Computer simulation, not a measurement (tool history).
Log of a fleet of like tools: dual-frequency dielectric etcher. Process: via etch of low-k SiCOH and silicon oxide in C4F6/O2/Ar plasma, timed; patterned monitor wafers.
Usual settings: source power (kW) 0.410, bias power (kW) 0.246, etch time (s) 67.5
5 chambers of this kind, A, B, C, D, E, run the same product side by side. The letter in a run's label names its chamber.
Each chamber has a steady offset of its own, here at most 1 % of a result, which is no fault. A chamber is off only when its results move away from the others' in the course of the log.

run	hour	source power (kW)	bias power (kW)	etch time (s)	hours since the last wet clean	hours since the last source power generator calibration	hours since the last bias power generator calibration	read-back reference wafer on the same gauge, depth_nm	mean etch depth across the wafer (Å)
1C	12.7	0.410	0.246	67.5	269.8	2056.6	3282.2	215.05	1962.9
2D	18.4	0.410	0.246	67.5	324.6	2938.7	1671.6	215.06	1972.6
# hour 19.6: chamber D: source power generator calibrated
3A	28.1	0.410	0.246	67.5	132.4	2331.9	793.4	215.02	1981.2
4E	40.7	0.410	0.246	67.5	274.8	1246.9	731.4	214.90	1975.5
5B	49.8	0.490	0.246	67.5	165.4	1705.9	549.7	215.01	2111.4
6A	58.5	0.490	0.246	67.5	162.8	2362.3	823.8	215.16	2128.9
7D	64.5	0.490	0.246	67.5	370.7	45.0	1717.7	214.95	2120.9
8E	70.6	0.490	0.246	67.5	304.7	1276.8	761.3	215.10	2133.0
9C	81.9	0.490	0.246	67.5	339.0	2125.8	3351.4	214.59	2083.0
10B	93.4	0.410	0.246	67.5	209.0	1749.5	593.3	215.07	1983.9
11A	101.6	0.410	0.246	67.5	205.9	2405.4	866.9	215.15	1993.5
12D	110.4	0.410	0.246	67.5	416.6	90.9	1763.6	215.10	1971.6
13B	116.6	0.410	0.246	67.5	232.2	1772.7	616.5	215.04	1981.7
14E	128.4	0.410	0.246	67.5	362.5	1334.6	819.1	215.42	1962.7
15C	134.1	0.410	0.246	67.5	391.2	2178.0	3403.6	214.91	1960.1
16C	144.3	0.410	0.246	67.5	401.4	2188.2	3413.8	215.16	1969.0
17A	154.5	0.410	0.246	52.0	258.8	2458.3	919.8	215.18	1524.8
18E	166.6	0.410	0.246	52.0	400.7	1372.8	857.3	214.57	1521.0
19B	172.7	0.410	0.246	52.0	288.3	1828.8	672.6	215.14	1518.0
20D	180.2	0.410	0.246	52.0	486.4	160.7	1833.4	214.77	1532.8
21D	185.7	0.410	0.246	52.0	491.9	166.2	1838.9	214.89	1520.5
22A	192.5	0.410	0.246	67.5	296.8	2496.3	957.8	214.69	2006.9
23B	201.2	0.410	0.246	67.5	316.8	1857.3	701.1	214.56	1955.2
24C	208.3	0.410	0.246	67.5	465.4	2252.2	3477.8	214.99	2003.3
25E	215.8	0.410	0.246	67.5	449.9	1422.0	906.5	215.11	1944.9
# hour 222.1: chamber D: wet clean of the chamber
26B	222.1	0.410	0.246	67.5	337.7	1878.2	722.0	214.81	1952.7
27A	233.2	0.410	0.246	67.5	337.5	2537.0	998.5	214.71	1974.9
# hour 240.2: chamber C: bias power generator calibrated
28E	243.0	0.320	0.246	67.5	477.1	1449.2	933.7	215.04	1793.1
29C	253.4	0.320	0.246	67.5	510.5	2297.3	13.3	214.55	1819.1
# hour 259.1: chamber E: wet clean of the chamber
30D	264.7	0.320	0.246	67.5	42.7	245.2	1917.9	215.29	1812.9
31C	273.0	0.320	0.246	67.5	530.1	2316.9	32.9	214.86	1840.7
32B	280.1	0.320	0.246	67.5	395.7	1936.2	780.0	214.92	1777.7
33A	290.0	0.410	0.246	67.5	394.3	2593.8	1055.3	214.93	1981.2
34D	296.9	0.410	0.246	67.5	74.9	277.4	1950.1	215.10	1977.8
# hour 297.9: chamber B: wet clean of the chamber
# hour 300.6: chamber A: wet clean of the chamber
35E	307.6	0.410	0.246	67.5	48.5	1513.8	998.3	214.72	1940.8
36D	316.4	0.410	0.246	67.5	94.4	296.9	1969.6	215.40	2000.8
37B	322.8	0.410	0.246	67.5	24.9	1978.9	822.7	215.16	1960.9
38A	332.1	0.410	0.246	67.5	31.6	2635.9	1097.4	214.96	1998.8

All 5 chambers run these settings next. Forecast each chamber's results:
39A	341.3	0.410	0.212	67.5					?
39B	341.3	0.410	0.212	67.5					?
39C	341.3	0.410	0.212	67.5					?
39D	341.3	0.410	0.212	67.5					?
39E	341.3	0.410	0.212	67.5					?

run	mean etch depth across the wafer (Å)
39A	1902.3
39B	1871.9
39C	1952.7
39D	1883.1
39E	1857.1
